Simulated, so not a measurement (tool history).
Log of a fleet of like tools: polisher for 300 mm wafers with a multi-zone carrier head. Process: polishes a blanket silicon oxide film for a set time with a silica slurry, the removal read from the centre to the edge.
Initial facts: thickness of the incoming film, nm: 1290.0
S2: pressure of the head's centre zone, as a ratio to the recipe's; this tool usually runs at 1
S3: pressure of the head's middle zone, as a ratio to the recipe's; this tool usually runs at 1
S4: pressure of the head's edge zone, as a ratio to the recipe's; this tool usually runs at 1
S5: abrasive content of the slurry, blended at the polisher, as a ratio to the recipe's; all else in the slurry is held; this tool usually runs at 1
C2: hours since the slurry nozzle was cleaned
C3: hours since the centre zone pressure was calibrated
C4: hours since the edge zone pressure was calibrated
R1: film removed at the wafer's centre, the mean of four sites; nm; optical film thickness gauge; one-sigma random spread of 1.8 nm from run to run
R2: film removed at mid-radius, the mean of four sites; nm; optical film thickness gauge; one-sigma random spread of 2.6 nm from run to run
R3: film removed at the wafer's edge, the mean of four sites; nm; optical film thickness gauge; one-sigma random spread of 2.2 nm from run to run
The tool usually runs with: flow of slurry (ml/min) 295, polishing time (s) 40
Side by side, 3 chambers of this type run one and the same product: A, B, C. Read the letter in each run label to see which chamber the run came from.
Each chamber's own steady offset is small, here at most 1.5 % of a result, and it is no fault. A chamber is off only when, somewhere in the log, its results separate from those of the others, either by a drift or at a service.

Run 1C, day 0.208: usual settings; wafers polished on this pad 275; C2 307.4; C3 388.6; C4 584.1. Result: R1 176.52 nm, R2 168.38 nm, R3 174.2 nm.
At day 0.246: chamber A: slurry nozzle cleaned.
Run 2A, day 0.412: usual settings; wafers polished on this pad 429; C2 4; C3 457.5; C4 103.7. Result: R1 174.75 nm, R2 172.68 nm, R3 177.3 nm.
Run 3B, day 0.592: usual settings; wafers polished on this pad 413; C2 320.3; C3 444.6; C4 855.7. Result: R1 172.26 nm, R2 175.58 nm, R3 173.65 nm.
At day 0.671: chamber A: worn pad replaced by a new one.
Run 4A, day 0.762: usual settings; wafers polished on this pad 32; C2 12.4; C3 465.9; C4 112.1. Result: R1 176.25 nm, R2 176.94 nm, R3 174.86 nm.
At day 0.775: chamber B: worn pad replaced by a new one.
Run 5C, day 0.942: usual settings; wafers polished on this pad 537; C2 325; C3 406.2; C4 601.7. Result: R1 178.12 nm, R2 176.4 nm, R3 172.55 nm.
Run 6B, day 1.1: usual settings; wafers polished on this pad 117; C2 332.5; C3 456.8; C4 867.9. Result: R1 176.18 nm, R2 176.24 nm, R3 172.28 nm.
Run 7C, day 1.321: usual settings; wafers polished on this pad 673; C2 334.1; C3 415.3; C4 610.8. Result: R1 177.18 nm, R2 174.08 nm, R3 176.77 nm.
Run 8B, day 1.608: usual settings but flow of slurry (ml/min) 350; wafers polished on this pad 298; C2 344.7; C3 469; C4 880.1. Result: R1 178.33 nm, R2 177.07 nm, R3 176.16 nm.
Run 9A, day 1.954: usual settings but flow of slurry (ml/min) 350; wafers polished on this pad 459; C2 41; C3 494.5; C4 140.7. Result: R1 178.7 nm, R2 172.41 nm, R3 179.19 nm.
At day 2.088: chamber A: worn pad replaced by a new one.
At day 2.142: chamber C: worn pad replaced by a new one.
Run 10A, day 2.217: usual settings but flow of slurry (ml/min) 350; wafers polished on this pad 46; C2 47.3; C3 500.8; C4 147. Result: R1 175.16 nm, R2 173.64 nm, R3 178.27 nm.
At day 2.417: chamber B: worn pad replaced by a new one.
Run 11C, day 2.438: usual settings; wafers polished on this pad 107; C2 360.9; C3 442.1; C4 637.6. Result: R1 176.44 nm, R2 168.82 nm, R3 175.27 nm.
Run 12B, day 2.592: usual settings; wafers polished on this pad 62; C2 368.3; C3 492.6; C4 903.7. Result: R1 170.43 nm, R2 173.1 nm, R3 174.79 nm.
Run 13B, day 2.821: usual settings; wafers polished on this pad 144; C2 373.8; C3 498.1; C4 909.2. Result: R1 174.1 nm, R2 174.43 nm, R3 173.91 nm.
Run 14C, day 3.012: usual settings; wafers polished on this pad 312; C2 374.7; C3 455.9; C4 651.4. Result: R1 177.18 nm, R2 173.52 nm, R3 174.66 nm.
Run 15A, day 3.171: usual settings; wafers polished on this pad 387; C2 70.2; C3 523.7; C4 169.9. Result: R1 170.38 nm, R2 175.8 nm, R3 176.94 nm.
At day 3.388: chamber A: worn pad replaced by a new one.
Run 16B, day 3.504: usual settings; wafers polished on this pad 389; C2 390.2; C3 514.5; C4 925.6. Result: R1 176.26 nm, R2 177.32 nm, R3 173.17 nm.
At day 3.808: chamber B: worn pad replaced by a new one.
Run 17C, day 3.829: usual settings; wafers polished on this pad 604; C2 394.3; C3 475.5; C4 671. Result: R1 179.63 nm, R2 176 nm, R3 172.04 nm.
Run 18A, day 4: usual settings; wafers polished on this pad 220; C2 90.1; C3 543.6; C4 189.8. Result: R1 170.36 nm, R2 172.29 nm, R3 180 nm.
At day 4.104: chamber C: centre zone pressure recalibrated.
At day 4.267: chamber C: worn pad replaced by a new one.
Run 19B, day 4.35: usual settings; wafers polished on this pad 194; C2 410.5; C3 534.8; C4 945.9. Result: R1 172.84 nm, R2 178.45 nm, R3 172.92 nm.
Run 20C, day 4.579: usual settings but polishing time (s) 52; wafers polished on this pad 112; C2 412.3; C3 11.5; C4 689. Result: R1 228.82 nm, R2 226.49 nm, R3 225.37 nm.
At day 4.708: chamber A: worn pad replaced by a new one.
Run 21A, day 4.783: usual settings but polishing time (s) 52; wafers polished on this pad 27; C2 108.9; C3 562.4; C4 208.6. Result: R1 218.72 nm, R2 232.77 nm, R3 225.66 nm.
Run 22B, day 4.979: usual settings but polishing time (s) 52; wafers polished on this pad 419; C2 425.6; C3 549.9; C4 961. Result: R1 226.25 nm, R2 224.89 nm, R3 225.49 nm.
At day 5.229: chamber B: worn pad replaced by a new one.
Run 23A, day 5.283: usual settings but S4 1.04; wafers polished on this pad 206; C2 120.9; C3 574.4; C4 220.6. Result: R1 167.24 nm, R2 171.33 nm, R3 180.6 nm.
Run 24C, day 5.533: usual settings but S4 1.04; wafers polished on this pad 453; C2 435.2; C3 34.4; C4 711.9. Result: R1 177.99 nm, R2 177.05 nm, R3 178.02 nm.
Run 25B, day 5.771: usual settings but S4 1.04; wafers polished on this pad 194; C2 444.6; C3 568.9; C4 980. Result: R1 176.72 nm, R2 174.36 nm, R3 174.82 nm.
At day 6: chamber B: slurry nozzle cleaned.
Run 26A, day 6: usual settings; wafers polished on this pad 462; C2 138.1; C3 591.6; C4 237.8. Result: R1 160.59 nm, R2 174.05 nm, R3 176.04 nm.
At day 6.238: chamber B: centre zone pressure recalibrated.
Run 27C, day 6.283: usual settings but S3 1.11, polishing time (s) 53; wafers polished on this pad 721; C2 453.2; C3 52.4; C4 729.9. Result: R1 235.31 nm, R2 258.05 nm, R3 232 nm.
At day 6.417: chamber A: worn pad replaced by a new one.
Run 28C, day 6.458: usual settings but S3 1.11, polishing time (s) 53; wafers polished on this pad 784; C2 457.4; C3 56.6; C4 734.1. Result: R1 236.42 nm, R2 262.84 nm, R3 228.61 nm.
At day 6.725: chamber C: worn pad replaced by a new one.
At day 6.742: chamber B: worn pad replaced by a new one.
Run 29B, day 6.8: usual settings but S3 1.11, polishing time (s) 53; wafers polished on this pad 22; C2 19.3; C3 13.5; C4 1004.7. Result: R1 227.27 nm, R2 257.06 nm, R3 228.65 nm.
Run 30A, day 7.117: usual settings; wafers polished on this pad 250; C2 164.9; C3 618.4; C4 264.6. Result: R1 157.91 nm, R2 171.04 nm, R3 173.06 nm.
Run 31C, day 7.383: usual settings; wafers polished on this pad 235; C2 479.6; C3 78.8; C4 756.3. Result: R1 177.48 nm, R2 174.55 nm, R3 175.37 nm.
Run 32B, day 7.633: usual settings; wafers polished on this pad 320; C2 39.3; C3 33.5; C4 1024.7. Result: R1 173.94 nm, R2 175.03 nm, R3 177.6 nm.

Next, every chamber runs the same settings. What will each give?
Run 33A, day 7.883: usual settings but S2 0.9. Result: R1 ?, R2 ?, R3 ?.
Run 33B, day 7.883: usual settings but S2 0.9. Result: R1 ?, R2 ?, R3 ?.
Run 33C, day 7.883: usual settings but S2 0.9. Result: R1 ?, R2 ?, R3 ?.

run      R1      R2      R3
33A  139.33  174.94  175.54
33B  153.03  174.14  170.33
33C  159.66  170.38  175.95
